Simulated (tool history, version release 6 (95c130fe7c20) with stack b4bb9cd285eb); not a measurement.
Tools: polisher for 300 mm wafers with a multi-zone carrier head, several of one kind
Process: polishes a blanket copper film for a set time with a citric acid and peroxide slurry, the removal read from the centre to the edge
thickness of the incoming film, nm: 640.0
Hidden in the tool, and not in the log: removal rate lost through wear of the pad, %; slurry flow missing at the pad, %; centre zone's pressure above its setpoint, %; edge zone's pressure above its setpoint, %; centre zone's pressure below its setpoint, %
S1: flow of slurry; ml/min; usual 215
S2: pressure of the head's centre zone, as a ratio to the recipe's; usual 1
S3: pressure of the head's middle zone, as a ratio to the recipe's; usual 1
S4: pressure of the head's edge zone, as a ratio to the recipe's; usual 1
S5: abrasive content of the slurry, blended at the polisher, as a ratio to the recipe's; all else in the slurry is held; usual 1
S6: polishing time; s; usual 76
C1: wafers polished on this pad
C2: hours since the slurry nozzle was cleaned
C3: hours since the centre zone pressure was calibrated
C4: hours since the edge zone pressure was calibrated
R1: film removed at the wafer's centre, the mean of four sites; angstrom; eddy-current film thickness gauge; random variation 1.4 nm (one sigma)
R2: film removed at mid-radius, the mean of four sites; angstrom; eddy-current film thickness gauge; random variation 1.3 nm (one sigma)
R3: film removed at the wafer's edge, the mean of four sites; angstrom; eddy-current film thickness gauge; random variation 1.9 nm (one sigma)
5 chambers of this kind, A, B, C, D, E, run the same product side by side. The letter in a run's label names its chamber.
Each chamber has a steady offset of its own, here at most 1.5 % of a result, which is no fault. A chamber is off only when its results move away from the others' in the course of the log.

run	day	S1	S2	S3	S4	S5	S6	C1	C2	C3	C4	R1	R2	R3
1A	0.479	215	1	1	1	1	76	1032	738	905.2	544	1515.2	1476.4	1499.6
# day 0.712: chamber E: worn pad replaced by a new one
2C	0.862	215	1	1	1	1	76	465	298.5	705.8	368.7	1508.6	1502	1462
3B	1.179	215	1	1	1	1	76	480	33.5	518	63.3	1484.7	1460.7	1460.6
# day 1.304: chamber B: worn pad replaced by a new one
# day 1.312: chamber A: centre zone pressure recalibrated
4E	1.417	215	1	1	1	1	76	119	162.9	136.9	403.7	1484.6	1507.3	1494.3
# day 1.862: chamber C: worn pad replaced by a new one
5D	1.888	215	1	1	1	1	76	596	242.4	525	357.1	1515.8	1497.3	1515.7
# day 2.046: chamber C: slurry nozzle cleaned
6E	2.108	215	1	1	1	1	76	237	179.5	153.5	420.3	1507.1	1502.4	1454.9
# day 2.208: chamber A: worn pad replaced by a new one
7C	2.567	215	1	1	1	1	76	119	12.6	746.7	409.6	1484.8	1520.2	1487.3
8D	3.021	215	1	1	1.04	1	76	789	269.6	552.2	384.3	1508.9	1501.2	1562.7
# day 3.033: chamber D: slurry nozzle cleaned
9A	3.475	215	1	1	1.04	1	76	215	809.9	51.9	615.9	1499.1	1485.9	1508.9
10B	3.921	215	1	1	1.04	1	76	445	99.3	583.8	129.1	1490	1498.6	1505.3
11B	4.346	215	1	1	1.04	1	76	517	109.5	594	139.3	1500.6	1479.1	1545.1
# day 4.421: chamber E: worn pad replaced by a new one
# day 4.721: chamber B: worn pad replaced by a new one
12A	4.771	215	1	1	1.04	1	76	435	841	83	647	1491.3	1498.6	1540.1
# day 5.05: chamber A: slurry nozzle cleaned
13D	5.229	215	1	1	1	1	76	1165	52.8	605.2	437.3	1485.5	1492.2	1498.2
# day 5.312: chamber C: worn pad replaced by a new one
14E	5.546	215	1	1	1	1	76	191	262	236	502.8	1504.2	1492.5	1527.6
15C	5.954	215	1	1	1	1	76	109	93.9	828	490.9	1486.7	1494.8	1504.8
16A	6.392	215	1	1	1	1	76	711	32.3	121.9	685.9	1520	1492.4	1502.1
17C	6.65	215	1	1	1	1	76	227	110.6	844.7	507.6	1471	1504.6	1493.5
18E	6.871	215	1	1	1	1	76	416	293.8	267.8	534.6	1519.2	1499.5	1463.7
# day 6.967: chamber B: centre zone pressure recalibrated
19B	7.329	215	1	1	1	1	76	443	181.1	8.8	210.9	1496.5	1481	1467.6
20D	7.6	215	1	1	1	1	76	1568	109.7	662.1	494.2	1483	1480.6	1496.3
21B	8.079	215	1	1	1	1	76	571	199.1	26.8	228.9	1485.8	1486.3	1482.6
# day 8.096: chamber B: worn pad replaced by a new one
22D	8.392	215	1	1	1	1	76	1702	128.7	681.1	513.2	1460.1	1448.7	1483.7
23E	8.621	215	1	1	1	1	76	714	335.8	309.8	576.6	1496	1495	1462.5
24A	8.883	215	1	1	1	1	76	1135	92.1	181.7	745.7	1484.9	1515	1511.3
# day 8.929: chamber E: worn pad replaced by a new one
# day 8.975: chamber C: worn pad replaced by a new one
25C	9.192	215	1	1	1	1	76	37	171.6	905.7	568.6	1485	1498.8	1478.5
26C	9.667	215	1	1	1	1	76	118	183	917.1	580	1498.1	1524.4	1501.3
27B	10.121	215	1	1	1	1	76	344	248.1	75.8	277.9	1499.8	1482	1496.7
28E	10.433	215	1	1	1	1	76	256	379.3	353.3	620.1	1511	1500.3	1528.6
# day 10.567: chamber D: edge zone pressure recalibrated
29D	10.742	215	1	1	1	1	76	2102	185.1	737.5	4.2	1473.6	1442.7	1466.9
# day 10.817: chamber A: worn pad replaced by a new one
30A	11.058	215	1	1	1	1	76	41	144.3	233.9	797.9	1486.1	1493.2	1459.2
# day 11.204: chamber E: centre zone pressure recalibrated
31E	11.538	215	1	1	1	1	76	443	405.8	8.1	646.6	1516.6	1504.4	1519.7
# day 11.683: chamber B: worn pad replaced by a new one
32C	11.771	215	1	1	1	1	76	476	233.5	967.6	630.5	1486.6	1507	1446
33A	12.083	215	1	1	1	1	76	215	168.9	258.5	822.5	1503.5	1522.4	1511.3
34D	12.471	215	1	1.06	1	1	88	2396	226.6	779	45.7	1652.5	1712.8	1655.7
35B	12.733	215	1	1.06	1	1	88	178	310.8	138.5	340.6	1722.1	1775.3	1725
36D	13.108	215	1	1.06	1	1	88	2504	241.9	794.3	61	1659.6	1735.5	1601.7
37B	13.408	215	1	1.06	1	1	88	293	327	154.7	356.8	1728.9	1825.8	1704.7

What goes on in this fleet: one chamber off, a drifting gauge, or nothing beyond the chambers' own small offsets? Name the chamber and the cause, if any.

Chamber D drifts away from the others.
Cause: removal rate lost through wear of the pad, % = 6.27.
The log may not tell that from: slurry flow missing at the pad, %.

Here are 4 candidates for chamber D's next run, each the usual settings with a change, their results left as question marks. Which one brings its results back in line with what the others give on the usual settings?
In line means no further than this from the other chambers' mean on the usual settings: R1 50 angstrom; R2 46 angstrom; R3 66 angstrom
38D-1	13.767	215	1	0.99	1	1	72					?	?	?
38D-2	13.767	220	1	1.02	1	1	85					?	?	?
38D-3	13.767	215	1	1.01	1	1	80					?	?	?
38D-4	13.767	210	1	0.98	1	1	67					?	?	?

The other chambers' mean on the usual settings: R1 1490.4 angstrom; R2 1495.5 angstrom; R3 1490.2 angstrom
run	R1	R2	R3
38D-1	1337.9	1310.2	1322
38D-2	1585.2	1595.2	1563.5
38D-3	1486.8	1483.1	1468.4
38D-4	1240.5	1204	1227.4
38D-3 brings the chamber back in line.
